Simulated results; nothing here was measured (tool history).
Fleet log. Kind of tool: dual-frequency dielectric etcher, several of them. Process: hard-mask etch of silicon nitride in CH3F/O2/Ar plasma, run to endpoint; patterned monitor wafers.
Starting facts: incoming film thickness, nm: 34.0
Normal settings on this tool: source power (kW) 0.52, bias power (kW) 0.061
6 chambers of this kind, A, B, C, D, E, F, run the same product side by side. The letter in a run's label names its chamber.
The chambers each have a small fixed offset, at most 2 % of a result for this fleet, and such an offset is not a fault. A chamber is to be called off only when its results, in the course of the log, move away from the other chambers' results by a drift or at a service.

Run 1B, hour 2.5: usual settings. Result: endpoint time (s) 46.502.
Run 2F, hour 6.2: usual settings. Result: endpoint time (s) 47.059.
Run 3C, hour 11.4: usual settings. Result: endpoint time (s) 47.006.
Run 4E, hour 14.1: usual settings. Result: endpoint time (s) 46.414.
Run 5D, hour 17.8: usual settings but source power (kW) 0.44, bias power (kW) 0.048. Result: endpoint time (s) 53.305.
At hour 18.2: chamber D: wet clean of the chamber.
Run 6A, hour 20.8: usual settings but source power (kW) 0.44, bias power (kW) 0.048. Result: endpoint time (s) 54.361.
Run 7F, hour 24.8: usual settings but source power (kW) 0.44, bias power (kW) 0.048. Result: endpoint time (s) 54.361.
At hour 27.5: chamber E: source power generator calibrated.
Run 8C, hour 27.5: usual settings but source power (kW) 0.44, bias power (kW) 0.048. Result: endpoint time (s) 53.452.
Run 9E, hour 30.8: usual settings but source power (kW) 0.44, bias power (kW) 0.048. Result: endpoint time (s) 53.686.
Run 10D, hour 34.2: usual settings but source power (kW) 0.44, bias power (kW) 0.048. Result: endpoint time (s) 52.984.
Run 11B, hour 36.9: usual settings. Result: endpoint time (s) 46.54.
Run 12A, hour 42.4: usual settings. Result: endpoint time (s) 46.55.
Run 13E, hour 45.2: usual settings. Result: endpoint time (s) 47.351.
Run 14D, hour 47.9: usual settings but source power (kW) 0.4. Result: endpoint time (s) 51.35.
Run 15F, hour 52.5: usual settings but source power (kW) 0.4. Result: endpoint time (s) 52.114.
Run 16A, hour 57.1: usual settings but source power (kW) 0.4. Result: endpoint time (s) 51.991.
At hour 59.6: chamber E: wet clean of the chamber.
Run 17B, hour 62.4: usual settings but source power (kW) 0.4. Result: endpoint time (s) 52.586.
Run 18C, hour 67.4: usual settings but source power (kW) 0.4. Result: endpoint time (s) 51.532.
Run 19A, hour 72: usual settings but source power (kW) 0.4. Result: endpoint time (s) 51.902.
Run 20E, hour 77.6: usual settings but bias power (kW) 0.072. Result: endpoint time (s) 42.21.
Run 21F, hour 81.8: usual settings but bias power (kW) 0.072. Result: endpoint time (s) 44.654.
Run 22C, hour 86.2: usual settings but bias power (kW) 0.072. Result: endpoint time (s) 43.97.
Run 23B, hour 90.5: usual settings but bias power (kW) 0.072. Result: endpoint time (s) 43.879.
Run 24D, hour 94.7: usual settings but bias power (kW) 0.072. Result: endpoint time (s) 43.323.
Run 25B, hour 97.6: usual settings but bias power (kW) 0.072. Result: endpoint time (s) 44.427.
Run 26C, hour 101: usual settings. Result: endpoint time (s) 46.931.
Run 27F, hour 106.1: usual settings. Result: endpoint time (s) 46.375.
Run 28D, hour 109.6: usual settings but source power (kW) 0.4, bias power (kW) 0.049. Result: endpoint time (s) 54.661.
Run 29E, hour 115.1: usual settings but source power (kW) 0.4, bias power (kW) 0.049. Result: endpoint time (s) 52.792.
Run 30A, hour 117.6: usual settings but source power (kW) 0.4, bias power (kW) 0.049. Result: endpoint time (s) 55.52.
Run 31D, hour 120.2: usual settings but source power (kW) 0.4, bias power (kW) 0.049. Result: endpoint time (s) 55.296.
Run 32B, hour 123: usual settings but source power (kW) 0.4, bias power (kW) 0.049. Result: endpoint time (s) 55.355.
Run 33E, hour 128.1: usual settings but source power (kW) 0.4, bias power (kW) 0.049. Result: endpoint time (s) 53.574.
Run 34F, hour 132.1: usual settings. Result: endpoint time (s) 47.079.
Run 35A, hour 135.9: usual settings but source power (kW) 0.6. Result: endpoint time (s) 45.061.
Run 36C, hour 139.7: usual settings but source power (kW) 0.6. Result: endpoint time (s) 44.397.
Run 37E, hour 142.2: usual settings but source power (kW) 0.6. Result: endpoint time (s) 42.414.
Run 38B, hour 144.8: usual settings but source power (kW) 0.6. Result: endpoint time (s) 44.981.
Run 39A, hour 148.8: usual settings but source power (kW) 0.6. Result: endpoint time (s) 44.92.
Run 40C, hour 151.8: usual settings but source power (kW) 0.6. Result: endpoint time (s) 44.447.
Run 41F, hour 157.2: usual settings. Result: endpoint time (s) 47.362.

Is one chamber out of step, is the gauge drifting, or do the chambers differ by no more than their own small offsets? For an off chamber, give its letter and the likeliest cause.

Chamber E came out of a service off from its peers and stayed that way.
Cause: etch rate over this chamber's usual, % = 5.05.

Which of the 4 candidates below, each the usual settings with something changed and its results left as question marks, puts chamber E back in line with what the other chambers give on the usual settings?
To be in line, a result may differ from the other chambers' mean on the usual settings by at most: endpoint time (s) 1.2
Run 42E-1, hour 161.3: usual settings but source power (kW) 0.56, bias power (kW) 0.064. Result: endpoint time (s) ?.
Run 42E-2, hour 161.3: usual settings but bias power (kW) 0.078. Result: endpoint time (s) ?.
Run 42E-3, hour 161.3: usual settings but source power (kW) 0.45, bias power (kW) 0.054. Result: endpoint time (s) ?.
Run 42E-4, hour 161.3: usual settings but source power (kW) 0.48, bias power (kW) 0.058. Result: endpoint time (s) ?.

The mean the other chambers reach with the usual settings: endpoint time (s) 46.716
  run  endpoint time (s)
42E-1             42.874
42E-2             41.309
42E-3             49.253
42E-4             46.963
42E-4 puts the chamber back in line with the other chambers.

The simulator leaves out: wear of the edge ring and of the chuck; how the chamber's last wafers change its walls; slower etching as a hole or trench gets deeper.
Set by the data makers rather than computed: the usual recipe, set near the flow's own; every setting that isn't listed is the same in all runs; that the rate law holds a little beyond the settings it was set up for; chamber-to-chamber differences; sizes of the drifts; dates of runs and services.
